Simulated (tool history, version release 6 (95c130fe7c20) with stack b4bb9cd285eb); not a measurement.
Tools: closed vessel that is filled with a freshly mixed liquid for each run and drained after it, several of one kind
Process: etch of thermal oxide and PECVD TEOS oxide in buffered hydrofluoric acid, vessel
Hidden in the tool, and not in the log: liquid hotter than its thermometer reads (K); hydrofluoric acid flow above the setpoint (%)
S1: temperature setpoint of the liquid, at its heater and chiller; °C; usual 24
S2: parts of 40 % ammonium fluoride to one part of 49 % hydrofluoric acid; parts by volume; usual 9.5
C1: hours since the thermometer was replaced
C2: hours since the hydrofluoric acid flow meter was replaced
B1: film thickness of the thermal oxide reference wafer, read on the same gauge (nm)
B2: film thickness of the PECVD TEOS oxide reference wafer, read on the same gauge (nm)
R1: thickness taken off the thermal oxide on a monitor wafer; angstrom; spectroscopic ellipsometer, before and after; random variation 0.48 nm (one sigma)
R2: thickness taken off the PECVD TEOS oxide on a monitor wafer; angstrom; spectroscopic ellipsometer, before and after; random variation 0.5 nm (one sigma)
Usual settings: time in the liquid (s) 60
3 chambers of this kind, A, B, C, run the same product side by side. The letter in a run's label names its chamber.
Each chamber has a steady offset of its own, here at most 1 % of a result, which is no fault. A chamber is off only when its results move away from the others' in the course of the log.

Run 1A, hour 6.1: usual settings; C1 1311.5; C2 223.5; B1 130.01; B2 130.02. Result: R1 710.26 angstrom, R2 935.99 angstrom.
Run 2C, hour 10.0: usual settings; C1 306.6; C2 327.5; B1 129.97; B2 129.98. Result: R1 718.40 angstrom, R2 932.22 angstrom.
Run 3B, hour 17.6: usual settings; C1 1950.2; C2 1147.4; B1 129.97; B2 130.02. Result: R1 716.29 angstrom, R2 926.09 angstrom.
Run 4A, hour 26.2: usual settings; C1 1331.6; C2 243.6; B1 130.01; B2 130.00. Result: R1 714.07 angstrom, R2 932.25 angstrom.
Run 5C, hour 32.7: usual settings; C1 329.3; C2 350.2; B1 130.00; B2 129.98. Result: R1 717.67 angstrom, R2 934.25 angstrom.
Run 6B, hour 37.9: usual settings; C1 1970.5; C2 1167.7; B1 130.05; B2 129.99. Result: R1 712.95 angstrom, R2 932.03 angstrom.
Run 7B, hour 42.6: usual settings; C1 1975.2; C2 1172.4; B1 130.01; B2 130.02. Result: R1 709.66 angstrom, R2 937.07 angstrom.
Run 8C, hour 49.8: usual settings; C1 346.4; C2 367.3; B1 130.01; B2 130.02. Result: R1 718.36 angstrom, R2 929.72 angstrom.
Run 9A, hour 54.1: usual settings; C1 1359.5; C2 271.5; B1 130.00; B2 130.00. Result: R1 712.15 angstrom, R2 941.70 angstrom.
Run 10A, hour 61.4: usual settings; C1 1366.8; C2 278.8; B1 130.02; B2 130.00. Result: R1 709.35 angstrom, R2 939.40 angstrom.
Run 11B, hour 69.0: usual settings; C1 2001.6; C2 1198.8; B1 130.03; B2 130.01. Result: R1 711.76 angstrom, R2 934.88 angstrom.
Run 12C, hour 77.2: usual settings; C1 373.8; C2 394.7; B1 129.97; B2 130.02. Result: R1 715.80 angstrom, R2 932.08 angstrom.
Run 13C, hour 84.9: usual settings; C1 381.5; C2 402.4; B1 129.96; B2 130.01. Result: R1 713.49 angstrom, R2 920.72 angstrom.
Run 14A, hour 90.6: usual settings but S1 21 °C, time in the liquid (s) 80; C1 1396.0; C2 308.0; B1 130.00; B2 130.01. Result: R1 817.57 angstrom, R2 1057.80 angstrom.
Run 15B, hour 99.8: usual settings but S1 21 °C, time in the liquid (s) 80; C1 2032.4; C2 1229.6; B1 130.02; B2 130.02. Result: R1 815.15 angstrom, R2 1051.20 angstrom.
Run 16A, hour 107.8: usual settings but S1 21 °C, time in the liquid (s) 80; C1 1413.2; C2 325.2; B1 130.03; B2 130.00. Result: R1 812.21 angstrom, R2 1066.70 angstrom.
Run 17B, hour 116.9: usual settings; C1 2049.5; C2 1246.7; B1 130.00; B2 129.97. Result: R1 710.52 angstrom, R2 945.04 angstrom.
Run 18C, hour 123.7: usual settings; C1 420.3; C2 441.2; B1 130.04; B2 130.01. Result: R1 724.80 angstrom, R2 941.37 angstrom.
At hour 127.0: chamber B: hydrofluoric acid flow meter replaced.
Run 19B, hour 130.5: usual settings; C1 2063.1; C2 3.6; B1 129.99; B2 129.99. Result: R1 704.06 angstrom, R2 925.16 angstrom.
Run 20C, hour 135.0: usual settings; C1 431.6; C2 452.5; B1 130.00; B2 130.00. Result: R1 714.81 angstrom, R2 952.41 angstrom.
Run 21A, hour 139.4: usual settings; C1 1444.8; C2 356.8; B1 129.99; B2 130.01. Result: R1 726.20 angstrom, R2 943.80 angstrom.
Run 22C, hour 144.0: usual settings; C1 440.6; C2 461.5; B1 130.01; B2 130.00. Result: R1 722.26 angstrom, R2 945.29 angstrom.
Run 23A, hour 148.1: usual settings; C1 1453.5; C2 365.5; B1 130.01; B2 130.00. Result: R1 725.58 angstrom, R2 940.30 angstrom.
Run 24B, hour 152.5: usual settings but time in the liquid (s) 30; C1 2085.1; C2 25.6; B1 129.98; B2 129.98. Result: R1 351.08 angstrom, R2 464.01 angstrom.
Run 25A, hour 158.9: usual settings but time in the liquid (s) 30; C1 1464.3; C2 376.3; B1 129.97; B2 129.98. Result: R1 360.95 angstrom, R2 469.73 angstrom.
Run 26C, hour 165.3: usual settings but time in the liquid (s) 30; C1 461.9; C2 482.8; B1 129.99; B2 130.01. Result: R1 367.76 angstrom, R2 476.19 angstrom.
At hour 167.6: chamber A: hydrofluoric acid flow meter replaced.
Run 27B, hour 170.4: usual settings; C1 2103.0; C2 43.5; B1 130.02; B2 130.01. Result: R1 708.52 angstrom, R2 925.50 angstrom.
Run 28C, hour 177.1: usual settings; C1 473.7; C2 494.6; B1 130.01; B2 129.99. Result: R1 737.25 angstrom, R2 961.42 angstrom.
Run 29B, hour 184.1: usual settings; C1 2116.7; C2 57.2; B1 130.03; B2 129.99. Result: R1 711.80 angstrom, R2 943.62 angstrom.
Run 30A, hour 192.2: usual settings but S2 6.0 parts by volume, time in the liquid (s) 40; C1 1497.6; C2 24.6; B1 130.03; B2 130.00. Result: R1 732.65 angstrom, R2 969.74 angstrom.
Run 31B, hour 197.2: usual settings but S2 6.0 parts by volume, time in the liquid (s) 40; C1 2129.8; C2 70.3; B1 130.02; B2 129.98. Result: R1 724.13 angstrom, R2 959.91 angstrom.
Run 32A, hour 206.2: usual settings but S2 6.0 parts by volume, time in the liquid (s) 40; C1 1511.6; C2 38.6; B1 130.00; B2 130.01. Result: R1 743.73 angstrom, R2 966.32 angstrom.
Run 33C, hour 213.3: usual settings; C1 509.9; C2 530.8; B1 129.99; B2 130.00. Result: R1 760.09 angstrom, R2 976.71 angstrom.
Run 34C, hour 219.1: usual settings; C1 515.7; C2 536.6; B1 130.01; B2 130.01. Result: R1 751.13 angstrom, R2 978.35 angstrom.
Run 35A, hour 226.6: usual settings; C1 1532.0; C2 59.0; B1 130.03; B2 130.00. Result: R1 716.74 angstrom, R2 934.54 angstrom.
Run 36B, hour 234.7: usual settings; C1 2167.3; C2 107.8; B1 130.00; B2 129.99. Result: R1 716.37 angstrom, R2 939.39 angstrom.
Run 37B, hour 240.6: usual settings; C1 2173.2; C2 113.7; B1 129.99; B2 130.01. Result: R1 712.36 angstrom, R2 934.32 angstrom.
Run 38A, hour 248.0: usual settings; C1 1553.4; C2 80.4; B1 130.01; B2 129.98. Result: R1 711.21 angstrom, R2 933.14 angstrom.
Run 39C, hour 253.3: usual settings; C1 549.9; C2 570.8; B1 130.01; B2 130.00. Result: R1 755.91 angstrom, R2 1004.70 angstrom.
Run 40B, hour 258.3: usual settings; C1 2190.9; C2 131.4; B1 130.03; B2 129.99. Result: R1 711.54 angstrom, R2 925.28 angstrom.

All 3 chambers run these settings next. Forecast each chamber's results:
Run 41A, hour 264.8: usual settings. Result: R1 ?, R2 ?.
Run 41B, hour 264.8: usual settings. Result: R1 ?, R2 ?.
Run 41C, hour 264.8: usual settings. Result: R1 ?, R2 ?.

run      R1       R2
41A  706.83   942.14
41B  706.97   932.71
41C  777.85  1017.40
